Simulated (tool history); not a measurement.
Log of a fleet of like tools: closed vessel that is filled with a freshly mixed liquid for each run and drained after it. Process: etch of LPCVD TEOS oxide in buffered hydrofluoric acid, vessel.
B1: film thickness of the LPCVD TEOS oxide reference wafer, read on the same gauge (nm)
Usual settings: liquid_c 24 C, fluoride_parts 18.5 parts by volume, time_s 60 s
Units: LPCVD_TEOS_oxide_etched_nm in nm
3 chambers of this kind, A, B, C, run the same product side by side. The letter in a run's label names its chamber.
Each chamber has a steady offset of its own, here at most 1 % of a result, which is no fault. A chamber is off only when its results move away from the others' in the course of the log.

{"run": "1B", "day": 0.521, "liquid_c": 24, "fluoride_parts": 18.5, "time_s": 60, "B1": 80.019, "LPCVD_TEOS_oxide_etched_nm": 73.949}
{"run": "2C", "day": 0.854, "liquid_c": 24, "fluoride_parts": 18.5, "time_s": 60, "B1": 79.986, "LPCVD_TEOS_oxide_etched_nm": 72.835}
{"run": "3A", "day": 1.233, "liquid_c": 24, "fluoride_parts": 18.5, "time_s": 60, "B1": 80.015, "LPCVD_TEOS_oxide_etched_nm": 73.615}
{"run": "4C", "day": 1.812, "liquid_c": 24, "fluoride_parts": 18.5, "time_s": 60, "B1": 79.983, "LPCVD_TEOS_oxide_etched_nm": 73.485}
{"run": "5A", "day": 2.138, "liquid_c": 24, "fluoride_parts": 18.5, "time_s": 60, "B1": 79.983, "LPCVD_TEOS_oxide_etched_nm": 73.117}
{"run": "6B", "day": 2.754, "liquid_c": 24, "fluoride_parts": 18.5, "time_s": 60, "B1": 80.01, "LPCVD_TEOS_oxide_etched_nm": 73.12}
{"run": "7B", "day": 3.212, "liquid_c": 24, "fluoride_parts": 18.5, "time_s": 60, "B1": 79.993, "LPCVD_TEOS_oxide_etched_nm": 72.432}
{"run": "8A", "day": 3.538, "liquid_c": 24, "fluoride_parts": 18.5, "time_s": 60, "B1": 80.036, "LPCVD_TEOS_oxide_etched_nm": 74.048}
{"run": "9C", "day": 4.104, "liquid_c": 24, "fluoride_parts": 18.5, "time_s": 60, "B1": 79.964, "LPCVD_TEOS_oxide_etched_nm": 74.718}
{"run": "10C", "day": 4.617, "liquid_c": 24, "fluoride_parts": 18.5, "time_s": 60, "B1": 79.991, "LPCVD_TEOS_oxide_etched_nm": 72.959}
{"run": "11B", "day": 5.146, "liquid_c": 24, "fluoride_parts": 18.5, "time_s": 60, "B1": 79.974, "LPCVD_TEOS_oxide_etched_nm": 71.189}
{"run": "12A", "day": 5.583, "liquid_c": 24, "fluoride_parts": 18.5, "time_s": 60, "B1": 80.013, "LPCVD_TEOS_oxide_etched_nm": 72.556}
{"run": "13C", "day": 6.021, "liquid_c": 24, "fluoride_parts": 18.5, "time_s": 60, "B1": 80, "LPCVD_TEOS_oxide_etched_nm": 74.452}
{"run": "14B", "day": 6.296, "liquid_c": 24, "fluoride_parts": 18.5, "time_s": 60, "B1": 79.97, "LPCVD_TEOS_oxide_etched_nm": 69.811}
{"run": "15A", "day": 6.562, "liquid_c": 24, "fluoride_parts": 18.5, "time_s": 60, "B1": 79.986, "LPCVD_TEOS_oxide_etched_nm": 73.631}
{"run": "16A", "day": 7.021, "liquid_c": 24, "fluoride_parts": 18.5, "time_s": 60, "B1": 80.001, "LPCVD_TEOS_oxide_etched_nm": 74.12}
{"run": "17C", "day": 7.508, "liquid_c": 24, "fluoride_parts": 18.5, "time_s": 60, "B1": 79.99, "LPCVD_TEOS_oxide_etched_nm": 74.212}
{"run": "18B", "day": 7.929, "liquid_c": 24, "fluoride_parts": 18.5, "time_s": 60, "B1": 79.999, "LPCVD_TEOS_oxide_etched_nm": 70.231}
{"day": 8.5, "done": "chamber C: thermometer replaced"}
{"run": "19A", "day": 8.521, "liquid_c": 24, "fluoride_parts": 18.5, "time_s": 40, "B1": 80.019, "LPCVD_TEOS_oxide_etched_nm": 49.412}
{"run": "20C", "day": 8.867, "liquid_c": 24, "fluoride_parts": 18.5, "time_s": 40, "B1": 80.003, "LPCVD_TEOS_oxide_etched_nm": 48.415}
{"day": 8.958, "done": "chamber B: thermometer replaced"}
{"run": "21B", "day": 9.35, "liquid_c": 24, "fluoride_parts": 18.5, "time_s": 40, "B1": 79.977, "LPCVD_TEOS_oxide_etched_nm": 46.451}
{"run": "22B", "day": 9.933, "liquid_c": 24, "fluoride_parts": 18.5, "time_s": 60, "B1": 80.024, "LPCVD_TEOS_oxide_etched_nm": 68.163}
{"run": "23C", "day": 10.388, "liquid_c": 24, "fluoride_parts": 18.5, "time_s": 60, "B1": 79.998, "LPCVD_TEOS_oxide_etched_nm": 73.457}
{"run": "24A", "day": 10.908, "liquid_c": 24, "fluoride_parts": 18.5, "time_s": 60, "B1": 80.015, "LPCVD_TEOS_oxide_etched_nm": 73.854}

Is one chamber off against the others, does the gauge drift, or is nothing wrong? If a chamber is off, say which, and what the likeliest cause is.

Chamber B drifts away from the others.
Cause: hydrofluoric acid flow below the setpoint (%) = 8.91.

Here are 4 candidates for chamber B's next run, each the usual settings with a change, their results left as question marks. Which one brings its results back in line with what the others give on the usual settings?
In line means no further than this from the other chambers' mean on the usual settings: LPCVD_TEOS_oxide_etched_nm 2.5 nm
{"run": "25B-1", "day": 11.35, "liquid_c": 24, "fluoride_parts": 17, "time_s": 60, "LPCVD_TEOS_oxide_etched_nm": "?"}
{"run": "25B-2", "day": 11.35, "liquid_c": 23.5, "fluoride_parts": 19.5, "time_s": 60, "LPCVD_TEOS_oxide_etched_nm": "?"}
{"run": "25B-3", "day": 11.35, "liquid_c": 24, "fluoride_parts": 19, "time_s": 60, "LPCVD_TEOS_oxide_etched_nm": "?"}
{"run": "25B-4", "day": 11.35, "liquid_c": 24, "fluoride_parts": 18, "time_s": 60, "LPCVD_TEOS_oxide_etched_nm": "?"}

The other chambers' mean on the usual settings: LPCVD_TEOS_oxide_etched_nm 73.294 nm
run=25B-1 LPCVD_TEOS_oxide_etched_nm=73.703
run=25B-2 LPCVD_TEOS_oxide_etched_nm=63.829
run=25B-3 LPCVD_TEOS_oxide_etched_nm=66.8
run=25B-4 LPCVD_TEOS_oxide_etched_nm=69.616
25B-1 brings the chamber back in line.
